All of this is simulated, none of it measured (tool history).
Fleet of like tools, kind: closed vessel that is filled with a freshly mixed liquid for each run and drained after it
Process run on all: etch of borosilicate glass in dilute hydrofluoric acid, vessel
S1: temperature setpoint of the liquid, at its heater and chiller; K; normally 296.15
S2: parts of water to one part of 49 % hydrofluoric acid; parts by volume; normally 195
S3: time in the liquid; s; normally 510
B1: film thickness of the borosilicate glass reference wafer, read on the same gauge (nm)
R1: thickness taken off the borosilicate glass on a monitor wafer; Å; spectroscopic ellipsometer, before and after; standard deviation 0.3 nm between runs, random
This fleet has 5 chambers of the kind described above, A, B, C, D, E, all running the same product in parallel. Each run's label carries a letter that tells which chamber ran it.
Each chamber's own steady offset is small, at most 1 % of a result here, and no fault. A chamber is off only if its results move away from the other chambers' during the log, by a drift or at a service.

run 1D day=0.317 | S1=296.15 S2=195 S3=510 | B1=50.006 | R1=382.72
run 2A day=0.512 | S1=296.15 S2=195 S3=510 | B1=50.014 | R1=382.42
-- day=0.733 chamber A: hydrofluoric acid flow meter replaced
run 3B day=0.875 | S1=296.15 S2=195 S3=510 | B1=49.963 | R1=374.64
run 4C day=1.079 | S1=296.15 S2=195 S3=510 | B1=50.035 | R1=378.29
run 5E day=1.312 | S1=296.15 S2=195 S3=510 | B1=49.981 | R1=379.97
run 6A day=1.646 | S1=296.15 S2=195 S3=510 | B1=50.005 | R1=378.92
run 7B day=1.854 | S1=296.15 S2=230 S3=645 | B1=49.981 | R1=392.80
run 8D day=2.238 | S1=296.15 S2=230 S3=645 | B1=50.008 | R1=397.30
run 9E day=2.467 | S1=296.15 S2=230 S3=645 | B1=49.978 | R1=391.66
run 10C day=2.779 | S1=296.15 S2=230 S3=645 | B1=49.960 | R1=387.99
run 11B day=3.158 | S1=296.15 S2=230 S3=645 | B1=49.987 | R1=397.36
-- day=3.342 chamber C: thermometer replaced
run 12A day=3.400 | S1=296.15 S2=195 S3=510 | B1=49.979 | R1=383.68
run 13E day=3.642 | S1=296.15 S2=195 S3=510 | B1=50.003 | R1=379.00
run 14C day=3.888 | S1=296.15 S2=195 S3=510 | B1=50.023 | R1=373.32
run 15D day=4.183 | S1=296.15 S2=195 S3=510 | B1=50.010 | R1=382.51
run 16A day=4.508 | S1=296.15 S2=195 S3=510 | B1=50.032 | R1=386.07
-- day=4.742 chamber B: hydrofluoric acid flow meter replaced
run 17C day=4.783 | S1=296.15 S2=195 S3=510 | B1=49.987 | R1=378.11
run 18B day=5.117 | S1=296.15 S2=195 S3=510 | B1=50.056 | R1=393.18
run 19D day=5.346 | S1=296.15 S2=240 S3=655 | B1=50.033 | R1=384.10
run 20E day=5.692 | S1=296.15 S2=240 S3=655 | B1=50.028 | R1=380.65
run 21B day=6.046 | S1=296.15 S2=240 S3=655 | B1=49.992 | R1=395.50
run 22D day=6.362 | S1=296.15 S2=240 S3=655 | B1=50.009 | R1=384.87
-- day=6.542 chamber C: hydrofluoric acid flow meter replaced
run 23C day=6.725 | S1=296.15 S2=240 S3=655 | B1=50.012 | R1=379.16
run 24E day=6.925 | S1=296.15 S2=195 S3=510 | B1=50.001 | R1=384.67
run 25A day=7.158 | S1=296.15 S2=195 S3=510 | B1=50.007 | R1=377.05
run 26B day=7.433 | S1=296.15 S2=195 S3=510 | B1=50.002 | R1=398.11
run 27E day=7.858 | S1=296.15 S2=195 S3=510 | B1=50.036 | R1=383.05
run 28C day=8.125 | S1=296.15 S2=195 S3=510 | B1=50.019 | R1=373.19
-- day=8.225 chamber D: hydrofluoric acid flow meter replaced
run 29A day=8.438 | S1=296.15 S2=195 S3=510 | B1=49.991 | R1=381.15
run 30D day=8.667 | S1=296.15 S2=195 S3=510 | B1=49.987 | R1=382.87
run 31C day=8.904 | S1=296.15 S2=195 S3=510 | B1=49.976 | R1=377.25
run 32E day=9.329 | S1=296.15 S2=195 S3=510 | B1=50.012 | R1=377.62
-- day=9.512 chamber E: thermometer replaced
run 33B day=9.733 | S1=296.15 S2=195 S3=510 | B1=49.992 | R1=403.20
run 34A day=10.100 | S1=296.15 S2=195 S3=510 | B1=50.026 | R1=376.65
run 35D day=10.479 | S1=296.15 S2=150 S3=510 | B1=50.020 | R1=521.29
run 36D day=10.704 | S1=296.15 S2=150 S3=510 | B1=50.028 | R1=532.02
run 37A day=11.058 | S1=296.15 S2=150 S3=510 | B1=50.004 | R1=516.35
run 38E day=11.346 | S1=296.15 S2=150 S3=510 | B1=50.029 | R1=519.96

All chambers now run identical settings, listed one chamber a line with results as question marks. What results will each chamber show?
run 39A day=11.654 | S1=296.15 S2=235 S3=510 | R1=?
run 39B day=11.654 | S1=296.15 S2=235 S3=510 | R1=?
run 39C day=11.654 | S1=296.15 S2=235 S3=510 | R1=?
run 39D day=11.654 | S1=296.15 S2=235 S3=510 | R1=?
run 39E day=11.654 | S1=296.15 S2=235 S3=510 | R1=?

run=39A R1=301.07
run=39B R1=325.27
run=39C R1=299.47
run=39D R1=307.56
run=39E R1=300.62
